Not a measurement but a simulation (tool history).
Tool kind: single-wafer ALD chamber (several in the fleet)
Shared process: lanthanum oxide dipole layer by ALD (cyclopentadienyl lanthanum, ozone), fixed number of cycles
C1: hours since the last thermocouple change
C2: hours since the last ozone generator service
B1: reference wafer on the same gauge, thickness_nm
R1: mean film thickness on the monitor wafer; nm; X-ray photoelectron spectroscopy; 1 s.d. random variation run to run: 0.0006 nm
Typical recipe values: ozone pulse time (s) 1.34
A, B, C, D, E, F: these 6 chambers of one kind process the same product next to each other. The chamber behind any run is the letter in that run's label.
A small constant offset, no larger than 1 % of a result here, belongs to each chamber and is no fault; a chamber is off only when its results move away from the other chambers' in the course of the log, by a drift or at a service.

Run 1B, hour 5.6: usual settings; C1 426.5; C2 666.1; B1 0.48390. Result: R1 0.53744 nm.
Run 2E, hour 18.1: usual settings; C1 481.4; C2 768.9; B1 0.48383. Result: R1 0.53806 nm.
Run 3D, hour 26.3: usual settings; C1 228.4; C2 735.7; B1 0.48361. Result: R1 0.54379 nm.
Run 4F, hour 34.0: usual settings; C1 1309.6; C2 890.8; B1 0.48392. Result: R1 0.53597 nm.
Run 5C, hour 40.1: usual settings but ozone pulse time (s) 1.15; C1 114.9; C2 989.0; B1 0.48372. Result: R1 0.52004 nm.
Run 6A, hour 50.6: usual settings but ozone pulse time (s) 1.15; C1 733.2; C2 295.5; B1 0.48363. Result: R1 0.52301 nm.
Run 7B, hour 58.3: usual settings but ozone pulse time (s) 1.15; C1 479.2; C2 718.8; B1 0.48362. Result: R1 0.51925 nm.
Run 8F, hour 64.4: usual settings but ozone pulse time (s) 1.15; C1 1340.0; C2 921.2; B1 0.48350. Result: R1 0.51703 nm.
Run 9C, hour 72.6: usual settings but ozone pulse time (s) 1.15; C1 147.4; C2 1021.5; B1 0.48367. Result: R1 0.52040 nm.
Run 10E, hour 79.0: usual settings but ozone pulse time (s) 1.15; C1 542.3; C2 829.8; B1 0.48371. Result: R1 0.52019 nm.
Run 11D, hour 88.7: usual settings; C1 290.8; C2 798.1; B1 0.48350. Result: R1 0.54364 nm.
Run 12A, hour 97.5: usual settings but ozone pulse time (s) 1.10; C1 780.1; C2 342.4; B1 0.48349. Result: R1 0.51601 nm.
Run 13A, hour 107.9: usual settings but ozone pulse time (s) 1.10; C1 790.5; C2 352.8; B1 0.48335. Result: R1 0.51611 nm.
At hour 108.5: chamber C: ozone generator serviced.
Run 14E, hour 118.6: usual settings but ozone pulse time (s) 1.10; C1 581.9; C2 869.4; B1 0.48317. Result: R1 0.51326 nm.
Run 15F, hour 129.8: usual settings but ozone pulse time (s) 1.10; C1 1405.4; C2 986.6; B1 0.48324. Result: R1 0.51061 nm.
Run 16C, hour 137.2: usual settings but ozone pulse time (s) 1.10; C1 212.0; C2 28.8; B1 0.48310. Result: R1 0.51315 nm.
Run 17D, hour 148.1: usual settings but ozone pulse time (s) 1.10; C1 350.2; C2 857.5; B1 0.48309. Result: R1 0.51839 nm.
Run 18B, hour 157.8: usual settings; C1 578.7; C2 818.3; B1 0.48302. Result: R1 0.53544 nm.
Run 19A, hour 170.8: usual settings; C1 853.4; C2 415.7; B1 0.48295. Result: R1 0.53916 nm.
Run 20C, hour 179.8: usual settings; C1 254.6; C2 71.4; B1 0.48299. Result: R1 0.53834 nm.
Run 21E, hour 190.3: usual settings; C1 653.6; C2 941.1; B1 0.48295. Result: R1 0.53715 nm.
At hour 195.2: chamber F: ozone generator serviced.
Run 22F, hour 199.8: usual settings; C1 1475.4; C2 4.6; B1 0.48285. Result: R1 0.53509 nm.
Run 23B, hour 211.1: usual settings; C1 632.0; C2 871.6; B1 0.48273. Result: R1 0.53610 nm.
Run 24D, hour 219.5: usual settings; C1 421.6; C2 928.9; B1 0.48258. Result: R1 0.54178 nm.
Run 25F, hour 225.2: usual settings; C1 1500.8; C2 30.0; B1 0.48263. Result: R1 0.53348 nm.
Run 26D, hour 231.1: usual settings; C1 433.2; C2 940.5; B1 0.48266. Result: R1 0.54227 nm.
Run 27B, hour 238.7: usual settings; C1 659.6; C2 899.2; B1 0.48269. Result: R1 0.53573 nm.
Run 28C, hour 246.4: usual settings; C1 321.2; C2 138.0; B1 0.48244. Result: R1 0.53703 nm.
Run 29A, hour 257.0: usual settings; C1 939.6; C2 501.9; B1 0.48251. Result: R1 0.53891 nm.
At hour 265.6: chamber F: thermocouple changed; heater temperature recalibrated.
Run 30E, hour 268.4: usual settings; C1 731.7; C2 1019.2; B1 0.48255. Result: R1 0.53782 nm.
Run 31B, hour 278.6: usual settings but ozone pulse time (s) 1.50; C1 699.5; C2 939.1; B1 0.48237. Result: R1 0.54665 nm.
Run 32E, hour 288.4: usual settings but ozone pulse time (s) 1.50; C1 751.7; C2 1039.2; B1 0.48233. Result: R1 0.54652 nm.
Run 33F, hour 297.5: usual settings but ozone pulse time (s) 1.50; C1 32.0; C2 102.3; B1 0.48222. Result: R1 0.54499 nm.
Run 34A, hour 309.9: usual settings but ozone pulse time (s) 1.50; C1 992.5; C2 554.8; B1 0.48200. Result: R1 0.55023 nm.
Run 35D, hour 323.0: usual settings but ozone pulse time (s) 1.50; C1 525.1; C2 1032.4; B1 0.48196. Result: R1 0.55295 nm.
Run 36C, hour 329.9: usual settings but ozone pulse time (s) 1.50; C1 404.7; C2 221.5; B1 0.48200. Result: R1 0.54863 nm.
Run 37E, hour 339.9: usual settings; C1 803.2; C2 1090.7; B1 0.48197. Result: R1 0.53675 nm.
Run 38F, hour 347.1: usual settings; C1 81.6; C2 151.9; B1 0.48193. Result: R1 0.53287 nm.
Run 39A, hour 354.4: usual settings; C1 1037.0; C2 599.3; B1 0.48191. Result: R1 0.53839 nm.
Run 40B, hour 363.7: usual settings; C1 784.6; C2 1024.2; B1 0.48187. Result: R1 0.53505 nm.

Does one chamber stand apart from the rest, does the shared gauge drift, or is all well apart from small per-chamber offsets? Give the chamber and the most likely cause, where there is one.

The shared gauge is drifting. All chambers look as if they move in step, but none is off.
What lies behind it: gauge reads low (%) = 0.459.
